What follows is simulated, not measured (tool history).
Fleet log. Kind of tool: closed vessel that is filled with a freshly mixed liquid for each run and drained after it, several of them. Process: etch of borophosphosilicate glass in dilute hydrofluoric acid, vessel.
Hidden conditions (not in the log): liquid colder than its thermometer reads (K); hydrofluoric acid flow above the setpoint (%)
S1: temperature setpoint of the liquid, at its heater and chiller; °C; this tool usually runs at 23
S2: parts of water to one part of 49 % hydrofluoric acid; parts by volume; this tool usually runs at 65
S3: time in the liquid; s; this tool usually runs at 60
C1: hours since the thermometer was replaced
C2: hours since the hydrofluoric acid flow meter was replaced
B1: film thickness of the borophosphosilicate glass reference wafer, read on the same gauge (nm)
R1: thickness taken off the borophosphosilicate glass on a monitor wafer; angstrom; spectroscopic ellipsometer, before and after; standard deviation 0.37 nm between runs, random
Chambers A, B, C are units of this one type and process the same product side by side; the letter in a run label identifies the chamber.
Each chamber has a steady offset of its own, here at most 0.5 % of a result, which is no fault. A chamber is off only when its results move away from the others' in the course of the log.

run	hour	S1	S2	S3	C1	C2	B1	R1
1B	5.5	23	65	60	450.1	1043.4	70.01	416.98
2C	9.4	23	65	60	912.4	2050	69.977	418.87
3A	14.1	23	65	60	460.7	693.9	70.003	415.99
4A	20	23	65	60	466.6	699.8	69.981	409.76
5B	23.4	23	65	60	468	1061.3	69.993	417.23
6C	30.3	23	65	60	933.3	2070.9	70.019	417.47
7C	35.6	23	65	60	938.6	2076.2	70.021	412.72
8A	41.6	23	65	60	488.2	721.4	70.017	417.15
9B	48.9	23	65	60	493.5	1086.8	69.979	420.35
10B	53.5	23	65	60	498.1	1091.4	70.013	415.82
11C	58.2	23	65	60	961.2	2098.8	70.015	418.68
12A	63.3	23	65	60	509.9	743.1	70.032	426.92
13B	69.8	23	65	60	514.4	1107.7	70.031	415.37
14C	74.7	23	65	60	977.7	2115.3	69.975	416.08
15A	78.7	23	65	60	525.3	758.5	69.992	433.1
16B	85.6	23	65	60	530.2	1123.5	69.985	412.83
17C	91.9	23	65	60	994.9	2132.5	70.015	412.82
18A	98.7	23	65	60	545.3	778.5	70.021	446.99
19C	104.2	23	65	60	1007.2	2144.8	70.027	421.81
20B	111.9	23	65	60	556.5	1149.8	69.981	412.44
21A	119	23	85	60	565.6	798.8	70.002	337.4
22A	125.7	23	85	60	572.3	805.5	69.993	344.34
23B	133.2	23	85	60	577.8	1171.1	70.042	308.96
24C	138.5	23	65	60	1041.5	2179.1	70.017	415.21

Does one chamber stand apart from the rest, does the shared gauge drift, or is all well apart from small per-chamber offsets? Give the chamber and the most likely cause, where there is one.

Chamber A drifts away from the others.
Most likely cause: hydrofluoric acid flow above the setpoint (%) = 11.7.
The log may not tell that from: liquid hotter than its thermometer reads (K).

Below are 4 candidate recipes for chamber A's next run, each the usual settings with a change, their results shown as question marks. Which of them brings A's results back in line with what the other chambers give on the usual settings?
To be in line, a result may differ from the other chambers' mean on the usual settings by at most: R1 13 angstrom
25A-1	144	28.5	65	60				?
25A-2	144	23.5	60	60				?
25A-3	144	23	80	60				?
25A-4	144	20	65	60				?

What the other chambers average on the usual settings: R1 413.96 angstrom
run	R1
25A-1	579.92
25A-2	515.5
25A-3	369.76
25A-4	407.78
25A-4 brings the chamber back in line.

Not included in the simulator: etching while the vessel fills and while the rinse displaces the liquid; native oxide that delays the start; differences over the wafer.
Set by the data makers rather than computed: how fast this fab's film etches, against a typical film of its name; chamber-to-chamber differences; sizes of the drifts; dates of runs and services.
